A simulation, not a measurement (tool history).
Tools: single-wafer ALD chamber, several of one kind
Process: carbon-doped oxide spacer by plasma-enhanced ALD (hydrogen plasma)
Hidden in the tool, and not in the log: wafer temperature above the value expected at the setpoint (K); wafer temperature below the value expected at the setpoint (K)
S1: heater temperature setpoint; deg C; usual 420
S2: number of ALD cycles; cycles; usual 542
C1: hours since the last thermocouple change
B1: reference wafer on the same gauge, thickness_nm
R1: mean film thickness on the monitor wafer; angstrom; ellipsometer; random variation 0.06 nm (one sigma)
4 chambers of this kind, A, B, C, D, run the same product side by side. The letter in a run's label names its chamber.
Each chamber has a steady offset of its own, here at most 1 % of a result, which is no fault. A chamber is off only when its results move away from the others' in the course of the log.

{"run": "1A", "hour": 13.6, "S1": 420, "S2": 542, "C1": 855.6, "B1": 20.499, "R1": 253.61}
{"hour": 20.7, "done": "chamber C: thermocouple changed; heater temperature recalibrated"}
{"run": "2D", "hour": 23.3, "S1": 420, "S2": 542, "C1": 690.2, "B1": 20.496, "R1": 255.55}
{"run": "3B", "hour": 35.1, "S1": 420, "S2": 542, "C1": 320.5, "B1": 20.502, "R1": 256.81}
{"run": "4C", "hour": 41.8, "S1": 420, "S2": 542, "C1": 21.2, "B1": 20.502, "R1": 252.24}
{"run": "5C", "hour": 53.1, "S1": 420, "S2": 542, "C1": 32.5, "B1": 20.491, "R1": 251.65}
{"run": "6B", "hour": 59.3, "S1": 420, "S2": 542, "C1": 344.7, "B1": 20.505, "R1": 256.32}
{"run": "7A", "hour": 67.4, "S1": 411, "S2": 582, "C1": 909.4, "B1": 20.501, "R1": 279.34}
{"run": "8D", "hour": 77.4, "S1": 411, "S2": 582, "C1": 744.3, "B1": 20.515, "R1": 281.81}
{"run": "9A", "hour": 90.6, "S1": 411, "S2": 582, "C1": 932.6, "B1": 20.505, "R1": 280.17}
{"run": "10C", "hour": 100.8, "S1": 411, "S2": 582, "C1": 80.2, "B1": 20.507, "R1": 278.89}
{"run": "11B", "hour": 113.2, "S1": 420, "S2": 542, "C1": 398.6, "B1": 20.495, "R1": 256.62}
{"run": "12D", "hour": 120.9, "S1": 420, "S2": 542, "C1": 787.8, "B1": 20.492, "R1": 255.22}
{"run": "13A", "hour": 129.5, "S1": 420, "S2": 542, "C1": 971.5, "B1": 20.499, "R1": 252.96}
{"run": "14C", "hour": 143.4, "S1": 420, "S2": 542, "C1": 122.8, "B1": 20.492, "R1": 252.63}
{"run": "15B", "hour": 149.7, "S1": 420, "S2": 542, "C1": 435.1, "B1": 20.492, "R1": 256.36}
{"run": "16D", "hour": 162.4, "S1": 420, "S2": 542, "C1": 829.3, "B1": 20.488, "R1": 254.56}
{"run": "17B", "hour": 174.9, "S1": 420, "S2": 542, "C1": 460.3, "B1": 20.5, "R1": 256.47}
{"run": "18A", "hour": 185.4, "S1": 420, "S2": 542, "C1": 1027.4, "B1": 20.5, "R1": 253.89}
{"run": "19C", "hour": 195.0, "S1": 420, "S2": 542, "C1": 174.4, "B1": 20.495, "R1": 252.63}
{"run": "20D", "hour": 205.2, "S1": 420, "S2": 542, "C1": 872.1, "B1": 20.508, "R1": 255.09}
{"run": "21D", "hour": 212.1, "S1": 420, "S2": 542, "C1": 879.0, "B1": 20.512, "R1": 254.34}
{"run": "22B", "hour": 218.9, "S1": 420, "S2": 542, "C1": 504.3, "B1": 20.497, "R1": 256.56}
{"run": "23A", "hour": 225.4, "S1": 420, "S2": 542, "C1": 1067.4, "B1": 20.503, "R1": 253.39}
{"run": "24C", "hour": 235.5, "S1": 420, "S2": 542, "C1": 214.9, "B1": 20.493, "R1": 251.91}
{"run": "25A", "hour": 241.9, "S1": 420, "S2": 542, "C1": 1083.9, "B1": 20.508, "R1": 251.54}
{"run": "26C", "hour": 249.7, "S1": 420, "S2": 542, "C1": 229.1, "B1": 20.5, "R1": 253.5}
{"run": "27B", "hour": 259.5, "S1": 420, "S2": 542, "C1": 544.9, "B1": 20.503, "R1": 257.12}
{"run": "28D", "hour": 267.6, "S1": 412, "S2": 499, "C1": 934.5, "B1": 20.503, "R1": 239.86}
{"run": "29A", "hour": 277.0, "S1": 412, "S2": 499, "C1": 1119.0, "B1": 20.499, "R1": 238.65}
{"run": "30D", "hour": 289.3, "S1": 412, "S2": 499, "C1": 956.2, "B1": 20.505, "R1": 240.47}
{"run": "31B", "hour": 302.4, "S1": 412, "S2": 499, "C1": 587.8, "B1": 20.502, "R1": 242.55}
{"run": "32C", "hour": 313.6, "S1": 420, "S2": 542, "C1": 293.0, "B1": 20.496, "R1": 253.81}
{"run": "33A", "hour": 322.4, "S1": 420, "S2": 542, "C1": 1164.4, "B1": 20.499, "R1": 253.36}
{"run": "34B", "hour": 329.0, "S1": 420, "S2": 542, "C1": 614.4, "B1": 20.491, "R1": 256.64}
{"run": "35D", "hour": 336.3, "S1": 420, "S2": 542, "C1": 1003.2, "B1": 20.494, "R1": 254.68}

Is one chamber off against the others, does the gauge drift, or is nothing wrong? If a chamber is off, say which, and what the likeliest cause is.

No chamber stands off beyond its own small offset, and the gauge holds steady.

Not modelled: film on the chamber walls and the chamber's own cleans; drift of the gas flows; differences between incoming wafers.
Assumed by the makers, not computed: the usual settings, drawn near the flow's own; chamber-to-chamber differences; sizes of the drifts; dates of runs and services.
